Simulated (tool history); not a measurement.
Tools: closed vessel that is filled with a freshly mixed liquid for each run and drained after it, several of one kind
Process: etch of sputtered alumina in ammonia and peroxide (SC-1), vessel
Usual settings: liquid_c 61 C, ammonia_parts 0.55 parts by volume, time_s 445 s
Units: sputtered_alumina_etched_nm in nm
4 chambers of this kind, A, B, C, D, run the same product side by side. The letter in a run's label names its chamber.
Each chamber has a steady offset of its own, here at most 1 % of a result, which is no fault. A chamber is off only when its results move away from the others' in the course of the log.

| run | day | liquid_c | ammonia_parts | time_s | hours since the thermometer was replaced | hours since the ammonia flow meter was replaced | hours since the drum of ammonia solution was connected | read-back film thickness of the sputtered alumina reference wafer, read on the same gauge (nm) | sputtered_alumina_etched_nm |
|---|---|---|---|---|---|---|---|---|---|
| 1A | 0.45 | 61 | 0.55 | 445 | 753 | 14.1 | 403.6 | 40.005 | 41.228 |
| 2C | 0.946 | 61 | 0.55 | 445 | 595.3 | 1465.9 | 67.8 | 40.003 | 41.318 |
| 3D | 1.592 | 61 | 0.55 | 445 | 552.9 | 300.1 | 214.3 | 40.011 | 41.267 |
| 4B | 1.996 | 61 | 0.55 | 445 | 1858.2 | 746.7 | 287.3 | 40.045 | 40.834 |
| 5A | 2.571 | 61 | 0.55 | 445 | 803.9 | 65 | 454.5 | 39.987 | 41.16 |
| 6B | 2.95 | 61 | 0.55 | 445 | 1881.1 | 769.6 | 310.2 | 39.994 | 40.731 |
| 7C | 3.567 | 61 | 0.55 | 445 | 658.2 | 1528.8 | 130.7 | 40.001 | 40.861 |
| 8D | 3.888 | 61 | 0.55 | 445 | 608 | 355.2 | 269.4 | 39.977 | 41.033 |
| 9A | 4.446 | 61 | 0.55 | 445 | 848.9 | 110 | 499.5 | 39.989 | 41.57 |
|  | 4.471 | chamber B: thermometer replaced |
| 10D | 5.054 | 61 | 0.55 | 445 | 636 | 383.2 | 297.4 | 39.992 | 41.231 |
| 11C | 5.683 | 61 | 0.55 | 445 | 709 | 1579.6 | 181.5 | 39.989 | 40.664 |
| 12B | 6.171 | 61 | 0.55 | 445 | 40.9 | 846.9 | 387.5 | 39.954 | 41.212 |
| 13A | 6.529 | 61 | 0.55 | 445 | 898.9 | 160 | 549.5 | 39.969 | 41.966 |
| 14B | 6.854 | 61 | 0.55 | 445 | 57.3 | 863.3 | 403.9 | 40.003 | 41.008 |
| 15D | 7.238 | 61 | 0.55 | 445 | 688.4 | 435.6 | 349.8 | 40.02 | 41.334 |
| 16C | 7.792 | 61 | 0.55 | 445 | 759.6 | 1630.2 | 232.1 | 40.02 | 38.512 |
| 17C | 8.358 | 61 | 0.55 | 445 | 773.2 | 1643.8 | 245.7 | 39.963 | 39.462 |
| 18B | 8.742 | 61 | 0.55 | 445 | 102.6 | 908.6 | 449.2 | 40.011 | 41.151 |
| 19D | 9.329 | 61 | 0.55 | 445 | 738.6 | 485.8 | 400 | 39.996 | 41.6 |
| 20A | 9.783 | 61 | 0.55 | 445 | 977 | 238.1 | 627.6 | 39.971 | 41.755 |
| 21B | 10.204 | 61 | 0.55 | 445 | 137.7 | 943.7 | 484.3 | 40.035 | 41.3 |
| 22A | 10.562 | 61 | 0.55 | 445 | 995.7 | 256.8 | 646.3 | 39.987 | 41.454 |
| 23D | 10.971 | 52 | 0.55 | 270 | 778 | 525.2 | 439.4 | 39.988 | 15.591 |
| 24C | 11.604 | 52 | 0.55 | 270 | 851.1 | 1721.7 | 323.6 | 39.997 | 14.086 |
| 25D | 12.238 | 52 | 0.55 | 270 | 808.4 | 555.6 | 469.8 | 39.993 | 15.591 |
| 26B | 12.783 | 52 | 0.55 | 270 | 199.6 | 1005.6 | 546.2 | 40.005 | 15.441 |

What goes on in this fleet: one chamber off, a drifting gauge, or nothing beyond the chambers' own small offsets? Name the chamber and the cause, if any.

Chamber C drifts away from the others.
Cause: liquid colder than its thermometer reads (K) = 2.14.

Here are 4 candidates for chamber C's next run, each the usual settings with a change, their results left as question marks. Which one brings its results back in line with what the others give on the usual settings?
In line means no further than this from the other chambers' mean on the usual settings: sputtered_alumina_etched_nm 1.2 nm
| 27C-1 | 13.25 | 61 | 0.55 | 400 |  |  |  |  | ? |
| 27C-2 | 13.25 | 65 | 0.55 | 445 |  |  |  |  | ? |
| 27C-3 | 13.25 | 62 | 0.55 | 470 |  |  |  |  | ? |
| 27C-4 | 13.25 | 61 | 0.55 | 360 |  |  |  |  | ? |

The other chambers' mean on the usual settings: sputtered_alumina_etched_nm 41.206 nm
| run | sputtered_alumina_etched_nm |
|---|---|
| 27C-1 | 33.451 |
| 27C-2 | 45.667 |
| 27C-3 | 41.385 |
| 27C-4 | 30.106 |
27C-3 brings the chamber back in line.
